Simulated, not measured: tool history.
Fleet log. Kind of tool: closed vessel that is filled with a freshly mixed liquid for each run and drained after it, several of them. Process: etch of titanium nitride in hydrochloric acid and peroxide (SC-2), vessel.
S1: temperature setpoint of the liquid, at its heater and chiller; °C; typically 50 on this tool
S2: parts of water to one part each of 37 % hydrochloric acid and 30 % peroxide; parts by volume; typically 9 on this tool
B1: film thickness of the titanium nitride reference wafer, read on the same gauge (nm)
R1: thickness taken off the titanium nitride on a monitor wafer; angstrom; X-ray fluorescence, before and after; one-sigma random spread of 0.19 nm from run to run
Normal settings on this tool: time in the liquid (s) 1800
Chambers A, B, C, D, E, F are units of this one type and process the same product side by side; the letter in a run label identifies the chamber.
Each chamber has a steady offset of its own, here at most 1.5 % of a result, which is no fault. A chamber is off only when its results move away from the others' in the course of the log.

run 1A day=0.5 | S1=50 S2=9 time_in_the_liquid_(s)=1800 | B1=99.975 | R1=267.04
run 2C day=0.892 | S1=50 S2=9 time_in_the_liquid_(s)=1800 | B1=100.04 | R1=274.46
run 3F day=1.262 | S1=50 S2=9 time_in_the_liquid_(s)=1800 | B1=99.977 | R1=270.86
run 4E day=1.592 | S1=50 S2=9 time_in_the_liquid_(s)=1800 | B1=99.991 | R1=274.86
-- day=1.633 chamber E: chemicals flow meter replaced
run 5D day=1.854 | S1=50 S2=5.5 time_in_the_liquid_(s)=2555 | B1=100.04 | R1=563.84
run 6B day=2.3 | S1=50 S2=5.5 time_in_the_liquid_(s)=2555 | B1=99.977 | R1=554.72
run 7F day=2.717 | S1=50 S2=5.5 time_in_the_liquid_(s)=2555 | B1=99.98 | R1=571.91
run 8B day=2.988 | S1=50 S2=5.5 time_in_the_liquid_(s)=2555 | B1=99.989 | R1=552.25
run 9A day=3.475 | S1=50 S2=5.5 time_in_the_liquid_(s)=2555 | B1=100.01 | R1=568.52
run 10C day=3.908 | S1=50 S2=5.5 time_in_the_liquid_(s)=2555 | B1=99.985 | R1=573.17
run 11E day=4.408 | S1=50 S2=9 time_in_the_liquid_(s)=1800 | B1=100.02 | R1=272.73
run 12D day=4.679 | S1=50 S2=9 time_in_the_liquid_(s)=1800 | B1=100 | R1=270.01
run 13C day=5.108 | S1=50 S2=9 time_in_the_liquid_(s)=1800 | B1=100.01 | R1=274.55
run 14E day=5.646 | S1=50 S2=9 time_in_the_liquid_(s)=1800 | B1=99.998 | R1=273.23
-- day=5.742 chamber E: new drum of peroxide connected
run 15A day=6.175 | S1=50 S2=9 time_in_the_liquid_(s)=1800 | B1=100.03 | R1=272.87
run 16D day=6.633 | S1=50 S2=9 time_in_the_liquid_(s)=1800 | B1=100.03 | R1=269.39
run 17B day=7.042 | S1=50 S2=9 time_in_the_liquid_(s)=1800 | B1=99.993 | R1=268.94
run 18F day=7.4 | S1=50 S2=9 time_in_the_liquid_(s)=1800 | B1=99.981 | R1=270.03
-- day=7.821 chamber A: thermometer replaced
run 19F day=7.879 | S1=50 S2=9 time_in_the_liquid_(s)=1800 | B1=100.06 | R1=273.66
-- day=7.95 chamber F: new drum of peroxide connected
run 20C day=8.121 | S1=50 S2=6.5 time_in_the_liquid_(s)=755 | B1=100.01 | R1=148.13
run 21E day=8.567 | S1=50 S2=6.5 time_in_the_liquid_(s)=755 | B1=99.967 | R1=145.31
run 22D day=8.917 | S1=50 S2=6.5 time_in_the_liquid_(s)=755 | B1=100 | R1=147.98
run 23B day=9.279 | S1=50 S2=6.5 time_in_the_liquid_(s)=755 | B1=100.02 | R1=144.96
run 24A day=9.729 | S1=50 S2=6.5 time_in_the_liquid_(s)=755 | B1=99.985 | R1=146.22
run 25C day=10.129 | S1=50 S2=6.5 time_in_the_liquid_(s)=755 | B1=100.04 | R1=150.4
run 26A day=10.496 | S1=50 S2=7 time_in_the_liquid_(s)=1460 | B1=99.98 | R1=267.54
-- day=10.671 chamber C: new drum of peroxide connected
-- day=10.817 chamber B: new drum of peroxide connected
run 27B day=11.05 | S1=50 S2=7 time_in_the_liquid_(s)=1460 | B1=99.989 | R1=267.72
-- day=11.5 chamber F: thermometer replaced
run 28F day=11.512 | S1=50 S2=7 time_in_the_liquid_(s)=1460 | B1=99.995 | R1=268.55
run 29E day=11.958 | S1=50 S2=7 time_in_the_liquid_(s)=1460 | B1=99.984 | R1=259.1
run 30D day=12.517 | S1=50 S2=7 time_in_the_liquid_(s)=1460 | B1=100.03 | R1=269.88
run 31B day=12.9 | S1=50 S2=7 time_in_the_liquid_(s)=1460 | B1=99.993 | R1=265.81
-- day=13.108 chamber B: thermometer replaced
run 32E day=13.192 | S1=50 S2=9 time_in_the_liquid_(s)=1800 | B1=100 | R1=260.56
-- day=13.517 chamber A: new drum of peroxide connected
run 33A day=13.612 | S1=50 S2=9 time_in_the_liquid_(s)=1800 | B1=99.991 | R1=268.63
run 34F day=13.962 | S1=50 S2=11.5 time_in_the_liquid_(s)=1800 | B1=100.03 | R1=221.35
-- day=14.1 chamber D: new drum of peroxide connected
run 35C day=14.333 | S1=50 S2=11.5 time_in_the_liquid_(s)=1800 | B1=100.03 | R1=221.2
run 36D day=14.721 | S1=50 S2=11.5 time_in_the_liquid_(s)=1800 | B1=99.977 | R1=222.53
run 37B day=14.983 | S1=50 S2=11.5 time_in_the_liquid_(s)=1800 | B1=99.991 | R1=217.86
run 38C day=15.467 | S1=50 S2=11.5 time_in_the_liquid_(s)=1800 | B1=99.982 | R1=224.37
run 39F day=15.962 | S1=50 S2=11.5 time_in_the_liquid_(s)=1800 | B1=100.02 | R1=221.93
run 40A day=16.454 | S1=50 S2=9 time_in_the_liquid_(s)=2460 | B1=99.961 | R1=367.63
run 41E day=16.712 | S1=50 S2=9 time_in_the_liquid_(s)=2460 | B1=100.02 | R1=349.26

The same settings go to every chamber for the next run, one line per chamber below. Forecast the results for each:
run 42A day=17.112 | S1=50 S2=9 time_in_the_liquid_(s)=1800 | R1=?
run 42B day=17.112 | S1=50 S2=9 time_in_the_liquid_(s)=1800 | R1=?
run 42C day=17.112 | S1=50 S2=9 time_in_the_liquid_(s)=1800 | R1=?
run 42D day=17.112 | S1=50 S2=9 time_in_the_liquid_(s)=1800 | R1=?
run 42E day=17.112 | S1=50 S2=9 time_in_the_liquid_(s)=1800 | R1=?
run 42F day=17.112 | S1=50 S2=9 time_in_the_liquid_(s)=1800 | R1=?

run=42A R1=273.44
run=42B R1=270.75
run=42C R1=276.73
run=42D R1=274.92
run=42E R1=253.5
run=42F R1=270.2

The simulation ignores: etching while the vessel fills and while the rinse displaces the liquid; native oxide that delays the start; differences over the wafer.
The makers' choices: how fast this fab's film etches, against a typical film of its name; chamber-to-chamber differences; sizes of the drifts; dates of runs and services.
